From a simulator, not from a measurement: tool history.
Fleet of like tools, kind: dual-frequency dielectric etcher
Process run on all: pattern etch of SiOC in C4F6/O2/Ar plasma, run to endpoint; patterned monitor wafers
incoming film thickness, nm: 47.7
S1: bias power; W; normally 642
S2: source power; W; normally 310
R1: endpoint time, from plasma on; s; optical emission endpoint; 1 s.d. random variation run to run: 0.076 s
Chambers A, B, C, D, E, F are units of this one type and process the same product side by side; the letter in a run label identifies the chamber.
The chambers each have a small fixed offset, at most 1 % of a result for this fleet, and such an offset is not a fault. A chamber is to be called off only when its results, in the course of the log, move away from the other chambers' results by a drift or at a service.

run,hour,S1,S2,R1
1F,9.7,642,310,16.061
# hour 18.6: chamber B: wet clean of the chamber
2E,22.4,642,310,16.020
3C,33.3,642,310,16.000
4B,45.5,642,310,16.103
5A,52.5,642,310,15.994
6D,60.1,642,350,15.205
7F,70.3,642,350,15.453
# hour 71.5: chamber E: wet clean of the chamber
# hour 73.3: chamber C: source power generator calibrated
8E,78.6,642,350,15.331
9D,88.9,642,350,15.214
10C,98.5,642,350,15.339
11A,108.1,642,350,15.145
12B,116.7,642,310,16.128
13B,131.1,642,310,16.006
14E,140.2,642,310,16.051
15D,148.7,567,340,16.002
16A,159.6,567,340,15.938
17C,170.4,567,340,16.073
18F,178.2,567,340,16.284
19E,190.8,567,340,16.355
20B,203.8,567,340,16.346
21D,215.5,642,310,15.766
22F,225.5,642,310,16.120
23A,235.3,642,310,15.576
24C,247.8,642,310,15.996
25E,260.0,642,310,16.027
26D,269.5,520,360,16.331
27C,282.1,520,360,16.370
28A,289.4,520,360,15.866
29F,302.6,520,360,16.508
30B,314.1,520,360,16.455
# hour 316.6: chamber D: wet clean of the chamber
31A,326.8,520,360,15.721
32B,334.4,642,310,15.949
33E,348.7,642,310,16.091
34F,355.3,642,310,16.130
35D,367.4,642,310,15.980
36C,382.3,642,310,16.027

The same settings go to every chamber for the next run, one line per chamber below. Forecast the results for each:
37A,393.1,642,310,?
37B,393.1,642,310,?
37C,393.1,642,310,?
37D,393.1,642,310,?
37E,393.1,642,310,?
37F,393.1,642,310,?

run,R1
37A,15.151
37B,16.062
37C,15.993
37D,15.848
37E,15.931
37F,16.013

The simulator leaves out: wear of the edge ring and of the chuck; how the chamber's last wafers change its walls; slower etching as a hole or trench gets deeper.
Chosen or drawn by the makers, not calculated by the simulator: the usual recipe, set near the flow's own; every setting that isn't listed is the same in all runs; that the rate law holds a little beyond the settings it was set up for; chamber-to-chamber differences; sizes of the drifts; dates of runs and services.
